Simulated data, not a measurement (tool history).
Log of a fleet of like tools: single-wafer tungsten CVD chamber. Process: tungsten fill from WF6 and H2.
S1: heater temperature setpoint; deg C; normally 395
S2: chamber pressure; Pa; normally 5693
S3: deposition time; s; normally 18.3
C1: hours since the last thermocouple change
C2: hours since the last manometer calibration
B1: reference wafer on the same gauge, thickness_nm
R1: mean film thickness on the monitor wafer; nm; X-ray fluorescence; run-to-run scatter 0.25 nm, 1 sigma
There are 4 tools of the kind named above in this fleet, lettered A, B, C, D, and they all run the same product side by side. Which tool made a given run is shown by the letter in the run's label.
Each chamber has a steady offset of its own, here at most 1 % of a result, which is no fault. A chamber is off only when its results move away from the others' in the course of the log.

run 1A hour=13.6 | S1=395 S2=5693 S3=18.3 | C1=1512.8 C2=2463.0 | B1=54.241 | R1=57.041
-- hour=20.1 chamber B: capacitance manometer re-zeroed and calibrated
run 2C hour=23.2 | S1=395 S2=5693 S3=18.3 | C1=185.5 C2=489.4 | B1=54.258 | R1=56.744
run 3D hour=30.3 | S1=395 S2=5693 S3=18.3 | C1=941.1 C2=2386.8 | B1=54.204 | R1=57.392
run 4B hour=40.6 | S1=395 S2=5693 S3=18.3 | C1=161.9 C2=20.6 | B1=54.226 | R1=57.262
run 5C hour=52.3 | S1=395 S2=5693 S3=18.3 | C1=214.6 C2=518.5 | B1=54.187 | R1=56.478
run 6B hour=63.1 | S1=395 S2=5693 S3=18.3 | C1=184.4 C2=43.1 | B1=54.166 | R1=57.115
run 7D hour=77.5 | S1=408 S2=5693 S3=18.3 | C1=988.3 C2=2434.0 | B1=54.233 | R1=72.474
run 8A hour=89.7 | S1=408 S2=5693 S3=18.3 | C1=1588.9 C2=2539.1 | B1=54.208 | R1=72.273
run 9D hour=100.2 | S1=408 S2=5693 S3=18.3 | C1=1011.0 C2=2456.7 | B1=54.129 | R1=72.326
run 10C hour=113.1 | S1=408 S2=5693 S3=18.3 | C1=275.4 C2=579.3 | B1=54.229 | R1=72.685
-- hour=118.3 chamber A: capacitance manometer re-zeroed and calibrated
run 11B hour=122.3 | S1=395 S2=5693 S3=18.3 | C1=243.6 C2=102.3 | B1=54.198 | R1=57.292
run 12A hour=131.1 | S1=386 S2=5026 S3=18.3 | C1=1630.3 C2=12.8 | B1=54.159 | R1=45.441
run 13D hour=142.5 | S1=386 S2=5026 S3=18.3 | C1=1053.3 C2=2499.0 | B1=54.184 | R1=45.507
run 14A hour=149.9 | S1=386 S2=5026 S3=18.3 | C1=1649.1 C2=31.6 | B1=54.227 | R1=45.182
run 15B hour=157.5 | S1=386 S2=5026 S3=18.3 | C1=278.8 C2=137.5 | B1=54.200 | R1=45.587
-- hour=159.8 chamber D: thermocouple changed; heater temperature recalibrated
run 16C hour=171.9 | S1=400 S2=5066 S3=18.3 | C1=334.2 C2=638.1 | B1=54.191 | R1=58.896
run 17A hour=181.7 | S1=400 S2=5066 S3=18.3 | C1=1680.9 C2=63.4 | B1=54.210 | R1=59.209
run 18B hour=192.3 | S1=400 S2=5066 S3=18.3 | C1=313.6 C2=172.3 | B1=54.189 | R1=59.489
run 19C hour=201.4 | S1=400 S2=5066 S3=18.3 | C1=363.7 C2=667.6 | B1=54.170 | R1=58.758
run 20D hour=209.0 | S1=395 S2=5693 S3=18.3 | C1=49.3 C2=2565.5 | B1=54.172 | R1=60.058
run 21B hour=218.1 | S1=395 S2=5693 S3=18.3 | C1=339.4 C2=198.1 | B1=54.265 | R1=57.320
run 22D hour=229.2 | S1=395 S2=5693 S3=18.3 | C1=69.5 C2=2585.7 | B1=54.165 | R1=60.044
run 23C hour=241.3 | S1=395 S2=5693 S3=18.3 | C1=403.6 C2=707.5 | B1=54.190 | R1=56.774
run 24A hour=255.6 | S1=395 S2=5693 S3=18.3 | C1=1754.8 C2=137.3 | B1=54.206 | R1=56.872
run 25C hour=265.0 | S1=395 S2=5693 S3=18.3 | C1=427.3 C2=731.2 | B1=54.220 | R1=56.954
run 26B hour=275.9 | S1=395 S2=5693 S3=18.3 | C1=397.2 C2=255.9 | B1=54.171 | R1=57.222
run 27D hour=289.4 | S1=395 S2=5693 S3=18.3 | C1=129.7 C2=2645.9 | B1=54.263 | R1=60.460
run 28A hour=297.6 | S1=395 S2=5693 S3=18.3 | C1=1796.8 C2=179.3 | B1=54.254 | R1=57.065
run 29B hour=310.7 | S1=395 S2=5693 S3=18.3 | C1=432.0 C2=290.7 | B1=54.215 | R1=57.306
-- hour=314.6 chamber D: capacitance manometer re-zeroed and calibrated
run 30C hour=321.5 | S1=395 S2=5200 S3=21.5 | C1=483.8 C2=787.7 | B1=54.244 | R1=63.951
run 31A hour=333.6 | S1=395 S2=5200 S3=21.5 | C1=1832.8 C2=215.3 | B1=54.233 | R1=64.528
run 32D hour=344.0 | S1=395 S2=5200 S3=21.5 | C1=184.3 C2=29.5 | B1=54.185 | R1=67.721
run 33A hour=354.9 | S1=395 S2=5200 S3=21.5 | C1=1854.1 C2=236.6 | B1=54.203 | R1=64.611
run 34B hour=367.8 | S1=409 S2=5693 S3=18.3 | C1=489.1 C2=347.8 | B1=54.165 | R1=73.664

Next, every chamber runs the same settings. What will each give?
run 35A hour=378.1 | S1=395 S2=5693 S3=18.3 | R1=?
run 35B hour=378.1 | S1=395 S2=5693 S3=18.3 | R1=?
run 35C hour=378.1 | S1=395 S2=5693 S3=18.3 | R1=?
run 35D hour=378.1 | S1=395 S2=5693 S3=18.3 | R1=?

run=35A R1=57.076
run=35B R1=57.487
run=35C R1=56.738
run=35D R1=60.484
